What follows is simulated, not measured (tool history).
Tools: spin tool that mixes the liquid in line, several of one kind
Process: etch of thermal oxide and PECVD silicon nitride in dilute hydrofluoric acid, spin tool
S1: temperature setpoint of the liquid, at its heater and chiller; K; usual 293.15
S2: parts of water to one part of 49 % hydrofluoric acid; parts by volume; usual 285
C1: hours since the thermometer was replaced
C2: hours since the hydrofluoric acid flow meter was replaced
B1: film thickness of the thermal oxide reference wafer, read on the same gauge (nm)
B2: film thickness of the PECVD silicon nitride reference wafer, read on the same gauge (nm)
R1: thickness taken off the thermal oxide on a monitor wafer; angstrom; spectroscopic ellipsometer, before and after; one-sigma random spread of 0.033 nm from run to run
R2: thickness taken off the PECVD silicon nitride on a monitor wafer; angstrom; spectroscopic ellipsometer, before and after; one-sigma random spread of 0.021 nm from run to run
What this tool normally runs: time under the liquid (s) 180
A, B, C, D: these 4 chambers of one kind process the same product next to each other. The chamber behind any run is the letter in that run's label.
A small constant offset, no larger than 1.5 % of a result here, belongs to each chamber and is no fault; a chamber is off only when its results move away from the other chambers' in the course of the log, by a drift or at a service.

Run 1C, day 0.375: usual settings; C1 217.3; C2 198.1; B1 70.011; B2 99.998. Result: R1 23.004 angstrom, R2 8.9765 angstrom.
Run 2D, day 1.046: usual settings; C1 44.8; C2 572.3; B1 70.02; B2 99.953. Result: R1 23.152 angstrom, R2 8.2408 angstrom.
Run 3B, day 1.504: usual settings; C1 1454.1; C2 445.1; B1 70.033; B2 100.01. Result: R1 23.633 angstrom, R2 8.8917 angstrom.
Run 4A, day 1.95: usual settings; C1 1645.3; C2 1576.4; B1 69.994; B2 100.01. Result: R1 22.292 angstrom, R2 8.4768 angstrom.
Run 5D, day 2.412: usual settings; C1 77.6; C2 605.1; B1 70.047; B2 100.03. Result: R1 22.883 angstrom, R2 8.3861 angstrom.
Run 6A, day 3: usual settings; C1 1670.5; C2 1601.6; B1 69.981; B2 99.985. Result: R1 22.621 angstrom, R2 8.0154 angstrom.
Run 7C, day 3.479: usual settings; C1 291.8; C2 272.6; B1 69.939; B2 99.994. Result: R1 22.362 angstrom, R2 8.1923 angstrom.
Run 8B, day 3.933: usual settings; C1 1512.4; C2 503.4; B1 70.013; B2 99.983. Result: R1 23.392 angstrom, R2 8.4302 angstrom.
Run 9D, day 4.604: usual settings; C1 130.2; C2 657.7; B1 70.001; B2 99.973. Result: R1 22.787 angstrom, R2 8.1428 angstrom.
Run 10C, day 5.188: usual settings; C1 332.8; C2 313.6; B1 70.01; B2 99.97. Result: R1 21.819 angstrom, R2 8.511 angstrom.
Run 11B, day 5.658: usual settings; C1 1553.8; C2 544.8; B1 69.956; B2 100.05. Result: R1 22.618 angstrom, R2 8.6087 angstrom.
Run 12A, day 6.175: usual settings; C1 1746.7; C2 1677.8; B1 69.983; B2 99.995. Result: R1 22.624 angstrom, R2 8.3944 angstrom.
Run 13D, day 6.712: usual settings; C1 180.8; C2 708.3; B1 70.022; B2 100.05. Result: R1 22.927 angstrom, R2 8.3149 angstrom.
Run 14B, day 7.325: usual settings but S1 290.15 K, S2 375 parts by volume; C1 1593.8; C2 584.8; B1 69.965; B2 100.01. Result: R1 14.219 angstrom, R2 5.4313 angstrom.
At day 7.708: chamber A: thermometer replaced.
Run 15A, day 7.883: usual settings but S1 290.15 K, S2 375 parts by volume; C1 4.3; C2 1718.8; B1 69.982; B2 99.979. Result: R1 14.31 angstrom, R2 5.318 angstrom.
Run 16C, day 8.304: usual settings but S1 290.15 K, S2 375 parts by volume; C1 407.6; C2 388.4; B1 69.988; B2 99.965. Result: R1 13.698 angstrom, R2 5.0962 angstrom.
Run 17A, day 8.683: usual settings but S1 290.15 K, S2 375 parts by volume; C1 23.5; C2 1738; B1 69.99; B2 99.965. Result: R1 14.782 angstrom, R2 5.2989 angstrom.
Run 18D, day 9.158: usual settings; C1 239.5; C2 767; B1 70.007; B2 100.01. Result: R1 22.216 angstrom, R2 8.5634 angstrom.
Run 19B, day 9.704: usual settings; C1 1650.9; C2 641.9; B1 69.981; B2 99.99. Result: R1 22.867 angstrom, R2 8.4266 angstrom.
Run 20C, day 10.279: usual settings; C1 455; C2 435.8; B1 69.979; B2 99.993. Result: R1 21.277 angstrom, R2 8.1584 angstrom.
Run 21D, day 10.625: usual settings; C1 274.7; C2 802.2; B1 69.98; B2 100.02. Result: R1 23.192 angstrom, R2 8.5489 angstrom.
Run 22A, day 11.029: usual settings; C1 79.8; C2 1794.3; B1 69.967; B2 100.03. Result: R1 23.125 angstrom, R2 7.9867 angstrom.
Run 23B, day 11.458: usual settings; C1 1693; C2 684; B1 70.031; B2 100.02. Result: R1 22.863 angstrom, R2 8.2192 angstrom.
Run 24C, day 12.021: usual settings; C1 496.8; C2 477.6; B1 70.005; B2 100.07. Result: R1 19.881 angstrom, R2 7.9944 angstrom.
Run 25D, day 12.379: usual settings; C1 316.8; C2 844.3; B1 69.991; B2 100.02. Result: R1 22.916 angstrom, R2 8.2281 angstrom.
Run 26C, day 12.729: usual settings; C1 513.8; C2 494.6; B1 69.991; B2 100.03. Result: R1 19.975 angstrom, R2 7.5658 angstrom.
Run 27B, day 13.221: usual settings; C1 1735.3; C2 726.3; B1 70.017; B2 100.01. Result: R1 23.179 angstrom, R2 8.5266 angstrom.
Run 28A, day 13.833: usual settings; C1 147.1; C2 1861.6; B1 70.019; B2 99.997. Result: R1 23.446 angstrom, R2 8.7307 angstrom.
Run 29B, day 14.162: usual settings; C1 1757.9; C2 748.9; B1 70.007; B2 99.996. Result: R1 22.834 angstrom, R2 8.6219 angstrom.

Is one chamber out of step, is the gauge drifting, or do the chambers differ by no more than their own small offsets? For an off chamber, give its letter and the likeliest cause.

Chamber C drifts away from the others.
Cause: hydrofluoric acid flow below the setpoint (%) = 10.8.

Here are 4 candidates for chamber C's next run, each the usual settings with a change, their results left as question marks. Which one brings its results back in line with what the others give on the usual settings?
Maximum distance from the other chambers' mean on the usual settings for a result to count as in line: R1 1.2 angstrom; R2 0.73 angstrom
Run 30C-1, day 14.654: usual settings but S2 295 parts by volume. Result: R1 ?, R2 ?.
Run 30C-2, day 14.654: usual settings but S1 292.65 K, S2 255 parts by volume, time under the liquid (s) 185. Result: R1 ?, R2 ?.
Run 30C-3, day 14.654: usual settings but S1 293.65 K, S2 315 parts by volume, time under the liquid (s) 175. Result: R1 ?, R2 ?.
Run 30C-4, day 14.654: usual settings but S2 275 parts by volume. Result: R1 ?, R2 ?.

Mean of the other chambers on the usual settings: R1 22.873 angstrom; R2 8.4459 angstrom
  run      R1      R2
30C-1  18.928  7.4401
30C-2  22.932  8.5126
30C-3  17.219  7.0066
30C-4   20.68  7.9538
With 30C-2, the chamber falls back in line with the rest.

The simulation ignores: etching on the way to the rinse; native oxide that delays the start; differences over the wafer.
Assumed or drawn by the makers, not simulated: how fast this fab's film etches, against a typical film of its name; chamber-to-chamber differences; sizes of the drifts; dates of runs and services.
